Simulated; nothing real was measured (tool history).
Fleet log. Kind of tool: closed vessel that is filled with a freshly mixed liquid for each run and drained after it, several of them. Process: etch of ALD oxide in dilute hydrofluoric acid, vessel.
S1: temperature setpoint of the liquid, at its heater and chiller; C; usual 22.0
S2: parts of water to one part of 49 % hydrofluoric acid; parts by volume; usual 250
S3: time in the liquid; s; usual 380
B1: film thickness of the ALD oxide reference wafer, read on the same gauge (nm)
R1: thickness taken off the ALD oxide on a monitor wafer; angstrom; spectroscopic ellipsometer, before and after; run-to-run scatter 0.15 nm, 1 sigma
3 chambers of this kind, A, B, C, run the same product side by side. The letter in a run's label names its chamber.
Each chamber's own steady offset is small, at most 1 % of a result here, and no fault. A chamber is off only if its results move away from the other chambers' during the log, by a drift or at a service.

run	day	S1	S2	S3	B1	R1
1B	0.338	22.0	250	380	119.98	208.50
2C	0.650	22.0	250	380	120.01	211.53
3A	0.925	22.0	250	380	120.02	210.38
4A	1.242	22.0	250	380	120.02	209.44
5C	1.600	18.5	250	380	120.00	185.67
6B	1.900	18.5	250	380	119.99	182.22
7A	2.233	18.5	250	380	120.00	184.50
8B	2.500	22.0	250	380	119.99	213.71
9C	2.712	22.0	250	380	120.01	210.35
10B	3.058	22.0	250	380	119.98	208.34
11C	3.283	22.0	250	380	119.99	208.98
12A	3.467	22.0	250	255	119.99	141.71
# day 3.642: chamber C: hydrofluoric acid flow meter replaced
# day 3.733: chamber A: hydrofluoric acid flow meter replaced
13B	3.792	22.0	250	255	119.99	142.87
14A	4.179	22.0	250	255	119.97	142.54
15C	4.388	22.0	250	380	119.98	205.48
16A	4.679	22.0	250	380	120.00	211.59
17B	4.946	22.0	250	380	120.00	209.95
18C	5.271	22.0	250	380	120.00	203.92
19C	5.500	22.0	250	380	120.02	200.37
20A	5.712	22.0	250	380	120.01	210.09
21B	5.958	22.0	250	380	120.02	210.63
22C	6.246	17.5	250	380	119.97	168.36
23B	6.442	17.5	250	380	119.99	177.92
24A	6.808	17.5	250	380	120.00	179.79
25B	7.092	22.0	250	380	120.01	206.99
26A	7.367	25.5	250	500	120.01	315.64

Which is it: a chamber that has drifted or been left off by a service, a gauge drift common to all chambers, or only each chamber's usual small offset? If a chamber is off, name it and its likeliest cause.

Little by little, chamber C moves away from the other chambers.
Likeliest cause: liquid colder than its thermometer reads (K) = 2.04.

Which of the 4 candidates below, each the usual settings with something changed and its results left as question marks, puts chamber C back in line with what the other chambers give on the usual settings?
To be in line, a result may differ from the other chambers' mean on the usual settings by at most: R1 5.20 angstrom
27C-1	7.646	22.0	250	390		?
27C-2	7.646	22.0	250	370		?
27C-3	7.646	22.0	255	365		?
27C-4	7.646	24.0	250	380		?

On the usual settings, the other chambers give on average: R1 210.69 angstrom
run	R1
27C-1	201.87
27C-2	191.52
27C-3	184.30
27C-4	211.69
It is 27C-4 that realigns the chamber with its peers.
